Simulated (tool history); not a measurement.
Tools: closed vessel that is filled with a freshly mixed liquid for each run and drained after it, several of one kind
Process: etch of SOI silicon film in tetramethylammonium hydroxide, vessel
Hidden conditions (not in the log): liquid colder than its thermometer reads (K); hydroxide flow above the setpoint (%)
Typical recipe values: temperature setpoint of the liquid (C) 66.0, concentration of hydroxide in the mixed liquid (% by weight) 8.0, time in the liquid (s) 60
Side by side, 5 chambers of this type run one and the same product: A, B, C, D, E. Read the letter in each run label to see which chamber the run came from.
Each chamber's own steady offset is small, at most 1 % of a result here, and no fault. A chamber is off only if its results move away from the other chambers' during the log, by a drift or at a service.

run,day,temperature setpoint of the liquid (C),concentration of hydroxide in the mixed liquid (% by weight),time in the liquid (s),hours since the thermometer was replaced,hours since the hydroxide flow meter was replaced,"read-back film thickness of the SOI silicon film reference wafer, read on the same gauge (nm)",thickness taken off the SOI silicon film on a monitor wafer (Å)
1E,0.175,66.0,8.0,60,265.9,242.8,129.99,3737.9
2B,0.392,66.0,8.0,60,149.2,1842.4,129.99,3586.4
3A,0.600,66.0,8.0,60,1039.1,811.9,129.99,3706.3
4D,0.750,66.0,8.0,60,1503.8,810.2,130.00,3655.7
5C,0.950,66.0,8.0,60,662.1,361.5,130.02,3659.7
6C,1.071,66.0,8.0,60,665.0,364.4,130.00,3718.0
7B,1.167,66.0,8.0,60,167.8,1861.0,130.02,3664.1
8D,1.288,68.5,10.0,60,1516.7,823.1,130.02,3927.4
9A,1.504,68.5,10.0,60,1060.8,833.6,129.99,3988.4
10E,1.662,68.5,10.0,60,301.6,278.5,130.01,4018.7
11A,1.775,68.5,10.0,60,1067.3,840.1,130.00,3980.4
12B,1.950,68.5,10.0,60,186.6,1879.8,130.00,3938.5
13E,2.075,66.0,8.0,80,311.5,288.4,130.03,4975.0
14C,2.267,66.0,8.0,80,693.7,393.1,129.99,4745.1
15D,2.458,66.0,8.0,80,1544.8,851.2,130.00,4869.0
16B,2.662,66.0,8.0,80,203.7,1896.9,129.98,4897.5
17E,2.862,66.0,8.0,80,330.4,307.3,130.01,4924.5
18D,3.067,66.0,8.0,60,1559.4,865.8,130.00,3664.0
19A,3.233,66.0,8.0,60,1102.3,875.1,129.97,3720.4
20C,3.425,66.0,8.0,60,721.5,420.9,130.06,3523.7
21A,3.646,66.0,6.5,60,1112.2,885.0,130.01,3936.1
22B,3.792,66.0,6.5,60,230.8,1924.0,129.98,3913.5
23E,3.912,66.0,6.5,60,355.6,332.5,130.00,3918.7
24D,4.129,66.0,6.5,60,1584.9,891.3,130.00,3949.4
25C,4.308,66.0,6.5,60,742.7,442.1,130.04,3630.3
26A,4.525,66.0,8.0,60,1133.3,906.1,130.01,3680.8
27E,4.671,66.0,6.0,60,373.8,350.7,130.04,4032.1
28B,4.796,66.0,6.0,60,254.9,1948.1,129.98,3932.7
29C,4.933,66.0,6.0,60,757.7,457.1,129.99,3601.3
30D,5.125,66.0,6.0,60,1608.8,915.2,129.97,3937.1
31E,5.229,66.0,6.0,60,387.2,364.1,130.01,4006.6
32D,5.350,66.0,8.0,60,1614.2,920.6,130.04,3675.0

All 5 chambers run these settings next. Forecast each chamber's results:
33A,5.508,66.0,8.0,60,,,,?
33B,5.508,66.0,8.0,60,,,,?
33C,5.508,66.0,8.0,60,,,,?
33D,5.508,66.0,8.0,60,,,,?
33E,5.508,66.0,8.0,60,,,,?

run,thickness taken off the SOI silicon film on a monitor wafer (Å)
33A,3690.3
33B,3684.4
33C,3308.2
33D,3695.9
33E,3717.3
